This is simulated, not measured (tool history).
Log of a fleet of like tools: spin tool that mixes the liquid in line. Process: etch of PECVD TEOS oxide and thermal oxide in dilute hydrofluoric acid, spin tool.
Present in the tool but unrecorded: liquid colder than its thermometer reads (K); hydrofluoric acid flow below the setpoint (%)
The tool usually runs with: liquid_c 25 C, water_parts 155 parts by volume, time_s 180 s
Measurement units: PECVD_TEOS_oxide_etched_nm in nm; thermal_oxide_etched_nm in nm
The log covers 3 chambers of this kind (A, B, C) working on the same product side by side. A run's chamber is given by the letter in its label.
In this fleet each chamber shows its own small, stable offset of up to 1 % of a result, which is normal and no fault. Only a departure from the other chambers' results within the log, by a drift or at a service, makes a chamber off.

run   hour  liquid_c  water_parts  time_s  hours since the thermometer was replaced  hours since the hydrofluoric acid flow meter was replaced  read-back film thickness of the PECVD TEOS oxide reference wafer, read on the same gauge (nm)  read-back film thickness of the thermal oxide reference wafer, read on the same gauge (nm)  PECVD_TEOS_oxide_etched_nm  thermal_oxide_etched_nm
 1C    6.8        25          155     180                                     600.1                                                      247.7                                                                                         60.005                                                                                      99.995                      10.685                   5.2052
 2B   14.7        25          155     180                                     792.1                                                     1261.8                                                                                         59.989                                                                                      100.01                      10.654                   5.1807
 3A   22.6        25          155     180                                      33.1                                                         86                                                                                         60.032                                                                                         100                      10.479                    5.239
      31.3  -- chamber C: thermometer replaced
 4A   34.2        25          155     180                                      44.7                                                       97.6                                                                                         60.034                                                                                      99.994                      10.511                   5.1966
 5B   46.2        21          125     180                                     823.6                                                     1293.3                                                                                         59.989                                                                                      100.01                      11.577                   5.5999
 6C   53.2        21          125     180                                      21.9                                                      294.1                                                                                         59.964                                                                                      99.997                      11.579                   5.7077
 7B   60.3        21          125     180                                     837.7                                                     1307.4                                                                                         60.006                                                                                      99.993                       11.72                   5.6018
 8C     69        25          155     180                                      37.7                                                      309.9                                                                                         60.029                                                                                         100                      10.725                   5.2278
 9A   79.6        25          155     180                                      90.1                                                        143                                                                                         59.985                                                                                      100.01                      10.533                   5.1961
10B   89.7        25          155     180                                     867.1                                                     1336.8                                                                                         59.995                                                                                      100.01                      10.665                   5.1987
11C   96.5        25          155     180                                      65.2                                                      337.4                                                                                          60.03                                                                                      99.971                      10.696                   5.1757
12A  104.3        25          155     180                                     114.8                                                      167.7                                                                                         59.946                                                                                         100                      10.535                   5.1621
13B  110.9        25          155     180                                     888.3                                                       1358                                                                                         59.989                                                                                      99.993                      10.618                   5.1554
14A  120.9        25          155     180                                     131.4                                                      184.3                                                                                         60.012                                                                                         100                      10.508                   5.2035
15C  131.7        25          155     180                                     100.4                                                      372.6                                                                                         59.956                                                                                      99.975                      10.569                   5.1373
16A  137.8        29          155     180                                     148.3                                                      201.2                                                                                         60.035                                                                                      100.02                      12.142                   6.0007
17C  149.7        29          155     180                                     118.4                                                      390.6                                                                                         60.008                                                                                      99.978                      12.369                   5.9969
18B  158.9        29          155     180                                     936.3                                                       1406                                                                                         60.023                                                                                      99.996                      12.346                   5.9206
19A  164.4        25          155     180                                     174.9                                                      227.8                                                                                         60.026                                                                                         100                      10.559                   5.1302
20C  174.6        25          155     180                                     143.3                                                      415.5                                                                                         60.027                                                                                      100.02                      10.629                   5.1966
21B  180.4        25          155     180                                     957.8                                                     1427.5                                                                                         60.042                                                                                      99.999                      10.779                      5.2
22C  188.6        25          155     180                                     157.3                                                      429.5                                                                                         59.992                                                                                      99.987                      10.624                   5.1866
23B    200        25          155     180                                     977.4                                                     1447.1                                                                                         59.991                                                                                         100                      10.677                   5.1515
24A  210.2        25          155     180                                     220.7                                                      273.6                                                                                         60.008                                                                                         100                      10.588                   5.1679
25A  217.6        25          155     145                                     228.1                                                        281                                                                                         59.969                                                                                      99.999                      8.5157                    4.184
26C  229.1        25          155     145                                     197.8                                                        470                                                                                          59.99                                                                                      99.977                      8.6713                   4.1704
27B  240.3        25          155     145                                    1017.7                                                     1487.4                                                                                         59.962                                                                                      99.983                      8.5874                   4.1123
28B  246.1        25          155     180                                    1023.5                                                     1493.2                                                                                         59.996                                                                                      100.01                      10.661                   5.1135
29A  257.3        25          155     180                                     267.8                                                      320.7                                                                                         59.993                                                                                         100                      10.586                   5.1542
30C  263.4        25          195      85                                     232.1                                                      504.3                                                                                          60.04                                                                                      99.999                      3.8506                   1.8649

For the next run the whole fleet of 3 chambers uses the same settings. Give each chamber's results:
31A  272.4        25          155     180                                                                                                                                                                                                                                                                                                                           ?                        ?
31B  272.4        25          155     180                                                                                                                                                                                                                                                                                                                           ?                        ?
31C  272.4        25          155     180                                                                                                                                                                                                                                                                                                                           ?                        ?

run  PECVD_TEOS_oxide_etched_nm  thermal_oxide_etched_nm
31A                       10.49                   5.1989
31B                      10.664                   5.2611
31C                      10.648                   5.2168

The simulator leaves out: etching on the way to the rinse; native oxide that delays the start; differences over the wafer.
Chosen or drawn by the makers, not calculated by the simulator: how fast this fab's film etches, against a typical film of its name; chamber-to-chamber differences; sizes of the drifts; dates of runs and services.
